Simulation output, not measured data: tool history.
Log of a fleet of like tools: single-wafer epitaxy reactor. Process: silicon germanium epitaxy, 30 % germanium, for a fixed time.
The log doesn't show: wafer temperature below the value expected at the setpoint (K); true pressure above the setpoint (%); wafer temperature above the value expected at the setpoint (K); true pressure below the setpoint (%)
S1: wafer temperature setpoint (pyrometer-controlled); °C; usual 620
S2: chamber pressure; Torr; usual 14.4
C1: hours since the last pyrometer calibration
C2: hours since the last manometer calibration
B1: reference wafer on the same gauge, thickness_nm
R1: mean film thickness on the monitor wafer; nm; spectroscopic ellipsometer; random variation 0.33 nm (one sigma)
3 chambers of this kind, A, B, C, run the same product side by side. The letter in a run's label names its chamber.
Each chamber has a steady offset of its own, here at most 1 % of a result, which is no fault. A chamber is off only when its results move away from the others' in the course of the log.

Run 1A, hour 7.2: usual settings; C1 960.6; C2 729.8; B1 84.197. Result: R1 73.871 nm.
At hour 13.6: chamber C: capacitance manometer re-zeroed and calibrated.
Run 2C, hour 16.9: usual settings; C1 201.8; C2 3.3; B1 84.119. Result: R1 72.440 nm.
Run 3B, hour 29.9: usual settings; C1 1402.5; C2 1096.4; B1 84.156. Result: R1 73.937 nm.
Run 4A, hour 43.5: usual settings; C1 996.9; C2 766.1; B1 84.232. Result: R1 73.639 nm.
Run 5C, hour 53.8: usual settings; C1 238.7; C2 40.2; B1 84.185. Result: R1 72.986 nm.
Run 6B, hour 60.5: usual settings; C1 1433.1; C2 1127.0; B1 84.251. Result: R1 74.741 nm.
Run 7B, hour 69.0: usual settings; C1 1441.6; C2 1135.5; B1 84.232. Result: R1 75.645 nm.
Run 8A, hour 81.0: usual settings; C1 1034.4; C2 803.6; B1 84.289. Result: R1 74.081 nm.
Run 9C, hour 94.6: usual settings; C1 279.5; C2 81.0; B1 84.273. Result: R1 73.318 nm.
Run 10C, hour 109.0: usual settings; C1 293.9; C2 95.4; B1 84.156. Result: R1 72.430 nm.
Run 11A, hour 121.5: usual settings; C1 1074.9; C2 844.1; B1 84.254. Result: R1 74.415 nm.
Run 12B, hour 128.0: usual settings; C1 1500.6; C2 1194.5; B1 84.223. Result: R1 76.108 nm.
Run 13C, hour 138.0: usual settings; C1 322.9; C2 124.4; B1 84.204. Result: R1 73.007 nm.
Run 14A, hour 146.8: usual settings but S1 607 °C, S2 15.7 Torr; C1 1100.2; C2 869.4; B1 84.210. Result: R1 60.563 nm.
Run 15B, hour 157.5: usual settings but S1 607 °C, S2 15.7 Torr; C1 1530.1; C2 1224.0; B1 84.259. Result: R1 63.158 nm.
Run 16B, hour 171.5: usual settings but S1 607 °C, S2 15.7 Torr; C1 1544.1; C2 1238.0; B1 84.319. Result: R1 63.434 nm.
Run 17A, hour 178.4: usual settings; C1 1131.8; C2 901.0; B1 84.196. Result: R1 73.677 nm.
Run 18C, hour 190.3: usual settings; C1 375.2; C2 176.7; B1 84.248. Result: R1 72.773 nm.
At hour 192.3: chamber B: capacitance manometer re-zeroed and calibrated.
Run 19C, hour 200.5: usual settings; C1 385.4; C2 186.9; B1 84.317. Result: R1 73.176 nm.
Run 20B, hour 207.7: usual settings; C1 1580.3; C2 15.5; B1 84.204. Result: R1 77.672 nm.

Next, every chamber runs the same settings. What will each give?
Run 21A, hour 218.4: usual settings but S2 16.8 Torr. Result: R1 ?.
Run 21B, hour 218.4: usual settings but S2 16.8 Torr. Result: R1 ?.
Run 21C, hour 218.4: usual settings but S2 16.8 Torr. Result: R1 ?.

run      R1
21A  78.375
21B  82.820
21C  78.334
